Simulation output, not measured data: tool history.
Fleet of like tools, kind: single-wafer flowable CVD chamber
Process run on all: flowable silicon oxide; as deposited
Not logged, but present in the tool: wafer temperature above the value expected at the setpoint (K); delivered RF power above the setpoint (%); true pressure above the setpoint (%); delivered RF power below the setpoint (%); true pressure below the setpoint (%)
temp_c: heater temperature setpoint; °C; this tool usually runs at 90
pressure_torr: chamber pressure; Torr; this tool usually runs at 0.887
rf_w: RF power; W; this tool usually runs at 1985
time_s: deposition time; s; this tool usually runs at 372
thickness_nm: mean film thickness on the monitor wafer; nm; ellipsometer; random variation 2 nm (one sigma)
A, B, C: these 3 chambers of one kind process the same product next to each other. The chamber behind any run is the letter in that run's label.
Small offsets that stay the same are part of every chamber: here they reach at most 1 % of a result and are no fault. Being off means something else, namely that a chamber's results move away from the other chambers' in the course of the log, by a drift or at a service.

run	day	temp_c	pressure_torr	rf_w	time_s	hours since the last thermocouple change	hours since the last RF generator calibration	hours since the last manometer calibration	read-back reference wafer on the same gauge, thickness_nm	thickness_nm
1B	0.200	90	0.887	1985	372	530.8	1739.2	2481.0	295.29	360.32
2C	0.442	90	0.887	1985	372	1316.5	934.6	226.4	295.30	356.72
3A	0.671	90	0.887	1985	372	2187.2	1289.6	1174.1	295.01	359.48
4C	0.862	90	0.887	1985	372	1326.6	944.7	236.5	294.65	356.63
5B	1.121	90	0.887	1985	372	552.9	1761.3	2503.1	294.49	357.71
# day 1.225: chamber C: RF generator calibrated
6A	1.342	90	0.887	1985	372	2203.3	1305.7	1190.2	295.08	358.97
# day 1.467: chamber B: capacitance manometer re-zeroed and calibrated
7B	1.483	90	0.887	1985	372	561.6	1770.0	0.5	295.05	347.01
8C	1.642	90	0.887	1985	372	1345.3	10.0	255.2	294.59	358.60
9A	1.842	90	0.887	1985	372	2215.3	1317.7	1202.2	295.14	360.09
10A	2.046	90	0.887	1985	372	2220.2	1322.6	1207.1	295.03	358.52
11B	2.212	90	0.887	1985	372	579.1	1787.5	18.0	295.21	346.96
12C	2.475	90	0.887	1985	372	1365.3	30.0	275.2	295.15	357.79
13A	2.612	90	0.887	1985	372	2233.8	1336.2	1220.7	294.52	360.52
14B	2.762	90	0.887	1985	372	592.3	1800.7	31.2	295.10	343.97
15C	2.967	90	0.887	1985	372	1377.1	41.8	287.0	294.66	355.90
16C	3.167	90	0.887	1985	372	1381.9	46.6	291.8	295.32	357.53
17B	3.421	90	0.887	1985	372	608.1	1816.5	47.0	295.05	344.12
18A	3.596	90	0.887	1985	372	2257.4	1359.8	1244.3	295.46	354.78
19A	3.725	90	0.887	1985	372	2260.5	1362.9	1247.4	295.42	359.63
20C	3.875	90	0.887	1985	372	1398.9	63.6	308.8	295.26	354.26
21B	4.050	90	1.090	1985	429	623.2	1831.6	62.1	295.01	509.70
22A	4.171	90	1.090	1985	429	2271.2	1373.6	1258.1	295.09	528.45
23B	4.417	90	1.090	1985	429	632.0	1840.4	70.9	294.91	506.69
24C	4.600	90	0.887	1985	372	1416.3	81.0	326.2	294.89	359.12
25B	4.788	90	0.887	1985	372	640.9	1849.3	79.8	294.76	344.02

Next, every chamber runs the same settings. What will each give?
26A	4.983	90	0.887	1985	372					?
26B	4.983	90	0.887	1985	372					?
26C	4.983	90	0.887	1985	372					?

run	thickness_nm
26A	362.61
26B	343.76
26C	354.11
